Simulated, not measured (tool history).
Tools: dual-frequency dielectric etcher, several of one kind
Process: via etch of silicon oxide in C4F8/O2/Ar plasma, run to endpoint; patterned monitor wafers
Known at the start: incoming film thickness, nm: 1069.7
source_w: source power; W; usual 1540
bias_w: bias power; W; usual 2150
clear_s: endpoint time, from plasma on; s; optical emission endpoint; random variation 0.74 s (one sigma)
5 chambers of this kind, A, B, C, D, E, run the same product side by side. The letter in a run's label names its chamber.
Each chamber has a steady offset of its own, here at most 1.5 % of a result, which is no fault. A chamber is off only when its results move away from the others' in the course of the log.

run   hour  source_w  bias_w  hours since the last wet clean  hours since the last source power generator calibration  hours since the last bias power generator calibration  clear_s
         9  -- chamber C: wet clean of the chamber
 1B    9.9      1540    2150                           468.7                                                    978.4                                                 1002.5   230.37
 2A     18      1540    2150                           157.5                                                    493.8                                                 1345.1   230.02
 3D   26.4      1540    2150                            82.4                                                    729.2                                                 1238.6   226.94
 4E   35.2      1540    2150                           375.3                                                   1950.5                                                 3268.5   229.97
 5C   48.1      1540    2150                            39.2                                                   2691.3                                                 2580.1    230.6
 6B   56.4      1540    2150                           515.2                                                   1024.9                                                   1049   228.74
 7A   72.2      1540    2150                           211.7                                                      548                                                 1399.3   231.15
 8C   81.7      1540    2150                            72.8                                                   2724.9                                                 2613.7   230.02
 9E   95.8      1880    1852                           435.9                                                   2011.1                                                 3329.1    221.4
10D  105.1      1880    1852                           161.1                                                    807.9                                                 1317.3   217.72
     109.9  -- chamber B: wet clean of the chamber
11B  117.3      1880    1852                             7.5                                                   1085.8                                                 1109.9    216.3
     123.7  -- chamber E: wet clean of the chamber
12E  130.3      1880    1852                             6.6                                                   2045.6                                                 3363.6    221.4
13A  142.5      1880    1852                             282                                                    618.3                                                 1469.6   221.41
14C  158.6      1540    2150                           149.7                                                   2801.8                                                 2690.6   230.87
15D  174.3      1540    2150                           230.3                                                    877.1                                                 1386.5   227.32
16A  181.5      1540    2150                             321                                                    657.3                                                 1508.6   230.77
17D  190.7      1540    2150                           246.7                                                    893.5                                                 1402.9   226.31
18C  197.9      1910    2638                             189                                                   2841.1                                                 2729.9   198.63
19B    205      1910    2638                            95.2                                                   1173.5                                                 1197.6    195.1
20E  218.5      1910    2638                            94.8                                                   2133.8                                                 3451.8   199.41
21B  225.7      1910    2638                           115.9                                                   1194.2                                                 1218.3   195.02
     227.6  -- chamber D: bias power generator calibrated
22E  238.2      1910    2638                           114.5                                                   2153.5                                                 3471.5   198.78
23D  246.8      1540    2150                           302.8                                                    949.6                                                   19.3   226.43
24A    260      1540    2150                           399.5                                                    735.8                                                 1587.1   230.85
25C  273.8      1540    2150                           264.9                                                     2917                                                 2805.8    229.3
26A  287.6      1540    2150                           427.1                                                    763.4                                                 1614.7   230.17
27E  297.3      1540    2150                           173.6                                                   2212.6                                                 3530.6   229.28
28D  308.2      1540    2150                           364.2                                                     1011                                                   80.7   226.72
29C  323.4      1370    2319                           314.5                                                   2966.6                                                 2855.4   235.89
     329.9  -- chamber C: bias power generator calibrated
30B  338.3      1370    2319                           228.5                                                   1306.8                                                 1330.9   230.58
31A  350.7      1370    2319                           490.2                                                    826.5                                                 1677.8   236.58
32C  358.8      1370    2319                           349.9                                                     3002                                                   28.9   234.98

Is one chamber off against the others, does the gauge drift, or is nothing wrong? If a chamber is off, say which, and what the likeliest cause is.

A service left chamber B off against the others.
Cause: etch rate over this chamber's usual, % = 2.03.

Here are 4 candidates for chamber B's next run, each the usual settings with a change, their results left as question marks. Which one brings its results back in line with what the others give on the usual settings?
In line means no further than this from the other chambers' mean on the usual settings: clear_s 2.6 s
33B-1  370.3      1540    2025                                                                                                                                                        ?
33B-2  370.3      1540    2275                                                                                                                                                        ?
33B-3  370.3      1690    2150                                                                                                                                                        ?
33B-4  370.3      1540    1874                                                                                                                                                        ?

The other chambers' mean on the usual settings: clear_s 229.02 s
  run  clear_s
33B-1   229.71
33B-2   222.04
33B-3    217.7
33B-4   234.85
33B-1 brings the chamber back in line.
